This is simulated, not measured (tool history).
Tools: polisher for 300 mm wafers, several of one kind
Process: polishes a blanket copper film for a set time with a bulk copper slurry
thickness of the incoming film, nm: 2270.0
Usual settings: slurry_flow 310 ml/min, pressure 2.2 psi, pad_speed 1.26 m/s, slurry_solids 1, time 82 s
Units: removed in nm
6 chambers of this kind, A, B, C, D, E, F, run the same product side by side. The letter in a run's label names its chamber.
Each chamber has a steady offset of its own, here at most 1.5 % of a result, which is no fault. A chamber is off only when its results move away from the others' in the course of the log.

At day 0.025: chamber A: slurry blender recalibrated.
Run 1A, day 0.125: usual settings. Result: removed 616.07 nm.
Run 2B, day 0.279: usual settings. Result: removed 633.97 nm.
Run 3F, day 0.462: usual settings. Result: removed 605.31 nm.
Run 4E, day 0.629: usual settings. Result: removed 621.16 nm.
Run 5C, day 0.746: usual settings. Result: removed 605.16 nm.
At day 0.783: chamber A: worn pad replaced by a new one.
Run 6D, day 0.917: usual settings. Result: removed 619.54 nm.
Run 7C, day 1.071: usual settings. Result: removed 612.6 nm.
Run 8E, day 1.254: usual settings but slurry_solids 0.9, time 110 s. Result: removed 800.23 nm.
Run 9D, day 1.383: usual settings but slurry_solids 0.9, time 110 s. Result: removed 796.85 nm.
Run 10A, day 1.55: usual settings but slurry_solids 0.9, time 110 s. Result: removed 810.19 nm.
Run 11F, day 1.696: usual settings but slurry_solids 0.9, time 110 s. Result: removed 810.89 nm.
Run 12B, day 1.788: usual settings but slurry_solids 0.9, time 110 s. Result: removed 805.76 nm.
At day 1.858: chamber F: slurry nozzle cleaned.
Run 13A, day 1.933: usual settings but slurry_solids 0.9, time 110 s. Result: removed 833.59 nm.
Run 14C, day 2.029: usual settings. Result: removed 598.24 nm.
Run 15F, day 2.2: usual settings. Result: removed 615 nm.
At day 2.212: chamber E: slurry blender recalibrated.
Run 16E, day 2.354: usual settings. Result: removed 603.81 nm.
At day 2.396: chamber B: worn pad replaced by a new one.
Run 17D, day 2.458: usual settings. Result: removed 613.41 nm.
At day 2.538: chamber C: head pressure recalibrated.
At day 2.558: chamber F: worn pad replaced by a new one.
At day 2.596: chamber E: head pressure recalibrated.
Run 18B, day 2.638: usual settings. Result: removed 608.64 nm.
Run 19A, day 2.758: usual settings but slurry_flow 220 ml/min, time 101 s. Result: removed 734.49 nm.
At day 2.767: chamber C: worn pad replaced by a new one.
Run 20E, day 2.9: usual settings but slurry_flow 220 ml/min, time 101 s. Result: removed 739.07 nm.
Run 21B, day 3.017: usual settings but slurry_flow 220 ml/min, time 101 s. Result: removed 736.27 nm.
At day 3.104: chamber E: worn pad replaced by a new one.
Run 22D, day 3.142: usual settings but slurry_flow 220 ml/min, time 101 s. Result: removed 730.14 nm.
Run 23C, day 3.262: usual settings but slurry_flow 220 ml/min, time 101 s. Result: removed 785.23 nm.
At day 3.292: chamber D: worn pad replaced by a new one.
Run 24F, day 3.408: usual settings but slurry_flow 220 ml/min, time 101 s. Result: removed 719.71 nm.
At day 3.488: chamber B: slurry blender recalibrated.
Run 25F, day 3.517: usual settings. Result: removed 616.93 nm.
At day 3.542: chamber D: slurry nozzle cleaned.
Run 26B, day 3.608: usual settings. Result: removed 625.48 nm.
Run 27E, day 3.783: usual settings. Result: removed 618.1 nm.
Run 28A, day 3.925: usual settings but slurry_flow 250 ml/min, pressure 2.6 psi. Result: removed 721.01 nm.
Run 29C, day 4.108: usual settings but slurry_flow 250 ml/min, pressure 2.6 psi. Result: removed 791.35 nm.
Run 30D, day 4.246: usual settings but slurry_flow 250 ml/min, pressure 2.6 psi. Result: removed 722.14 nm.
At day 4.35: chamber A: slurry nozzle cleaned.
Run 31E, day 4.429: usual settings but slurry_flow 250 ml/min, pressure 2.6 psi. Result: removed 716.55 nm.
Run 32B, day 4.583: usual settings but slurry_flow 250 ml/min, pressure 2.6 psi. Result: removed 717.94 nm.
Run 33F, day 4.725: usual settings but slurry_flow 250 ml/min, pressure 2.6 psi. Result: removed 699.64 nm.
Run 34D, day 4.892: usual settings. Result: removed 620.73 nm.
Run 35C, day 5.017: usual settings. Result: removed 670.27 nm.
Run 36A, day 5.15: usual settings. Result: removed 633.09 nm.

What goes on in this fleet: one chamber off, a drifting gauge, or nothing beyond the chambers' own small offsets? Name the chamber and the cause, if any.

A service left chamber C off against the others.
Cause: head's pressure above its setpoint, % = 10.1.

Here are 4 candidates for chamber C's next run, each the usual settings with a change, their results left as question marks. Which one brings its results back in line with what the others give on the usual settings?
In line means no further than this from the other chambers' mean on the usual settings: removed 30 nm
Run 37C-1, day 5.283: usual settings but time 96 s. Result: removed ?.
Run 37C-2, day 5.283: usual settings but pressure 2 psi, time 75 s. Result: removed ?.
Run 37C-3, day 5.283: usual settings but pressure 2.3 psi, pad_speed 1.3 m/s, time 84 s. Result: removed ?.
Run 37C-4, day 5.283: usual settings but pressure 2.1 psi, pad_speed 1.22 m/s, time 80 s. Result: removed ?.

The other chambers' mean on the usual settings: removed 617.65 nm
  run  removed
37C-1   785.21
37C-2   557.95
37C-3   740.69
37C-4   605.12
37C-4 brings the chamber back in line.
